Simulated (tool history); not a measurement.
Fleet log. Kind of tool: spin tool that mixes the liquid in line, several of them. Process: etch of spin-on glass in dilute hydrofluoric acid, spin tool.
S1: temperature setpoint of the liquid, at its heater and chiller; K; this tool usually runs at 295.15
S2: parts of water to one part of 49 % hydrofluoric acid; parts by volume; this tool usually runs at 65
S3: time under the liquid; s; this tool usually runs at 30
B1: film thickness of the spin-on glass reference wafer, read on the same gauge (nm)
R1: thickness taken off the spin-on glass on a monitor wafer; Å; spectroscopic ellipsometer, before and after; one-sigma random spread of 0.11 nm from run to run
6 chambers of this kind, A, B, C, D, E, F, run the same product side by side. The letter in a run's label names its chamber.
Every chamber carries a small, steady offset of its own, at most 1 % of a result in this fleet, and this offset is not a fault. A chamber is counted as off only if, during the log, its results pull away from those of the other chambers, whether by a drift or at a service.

run   hour      S1  S2  S3      B1      R1
 1C   10.9  295.15  65  30  30.004  142.25
 2D   20.3  295.15  65  30      30  141.32
 3E   32.3  295.15  65  30  29.988  140.37
 4A   39.1  295.15  65  30   29.99  138.42
 5F   47.8  295.15  65  30  30.001  138.86
 6B   59.6  299.15  65  15  29.994  81.488
 7E   65.2  299.15  65  15  30.006  82.308
 8D   73.6  299.15  65  15  30.016  83.191
 9C   81.9  299.15  65  15  30.015    82.9
10F   90.2  299.15  65  15  30.003  82.954
11A   95.9  299.15  65  15  29.991  81.295
12B    102  295.15  65  30  29.983  139.12
13A  109.7  295.15  80  50  30.009  187.73
14D  117.1  295.15  80  50  30.007  186.24
15C  123.8  295.15  80  50  29.991  186.05
16B  135.4  295.15  80  50  29.985  182.18
17F    146  295.15  80  50  29.991  191.99
18E  157.9  295.15  80  50  29.995  185.14
19A  166.9  295.15  65  30      30   137.9
20D  177.2  291.15  50  30  29.997   158.3
21F  187.5  291.15  50  30   29.97  162.26
22E  198.8  291.15  50  30  29.999  153.53
     199.9  -- chamber D: thermometer replaced
23B  209.3  291.15  50  30  29.996  155.71
24C  219.8  291.15  50  30  30.002  157.97
25B  231.1  291.15  50  30  30.006  157.24
26E  239.5  295.15  65  30  30.002  136.72
27F  246.6  295.15  65  30  29.996  151.79
28C  258.5  290.65  65  15  29.986  58.391
     264.3  -- chamber A: thermometer replaced
29D  269.7  290.65  65  15  30.013  58.107
30A    276  290.65  65  15  30.008  57.858
31E  286.4  290.65  65  15  30.009  57.697
32C  294.8  290.65  65  15  30.008  58.087
33D  307.4  290.65  65  15  30.003  57.693
34A  318.5  295.15  65  30  29.996  140.53
35B  330.3  290.65  65  15  29.972   58.63
36F  340.4  290.65  65  15  29.974  64.221

All chambers now run identical settings, listed one chamber a line with results as question marks. What results will each chamber show?
37A  349.4  297.65  65  30       ?
37B  349.4  297.65  65  30       ?
37C  349.4  297.65  65  30       ?
37D  349.4  297.65  65  30       ?
37E  349.4  297.65  65  30       ?
37F  349.4  297.65  65  30       ?

run      R1
37A  155.72
37B  154.52
37C  156.31
37D  154.92
37E   153.7
37F  171.93
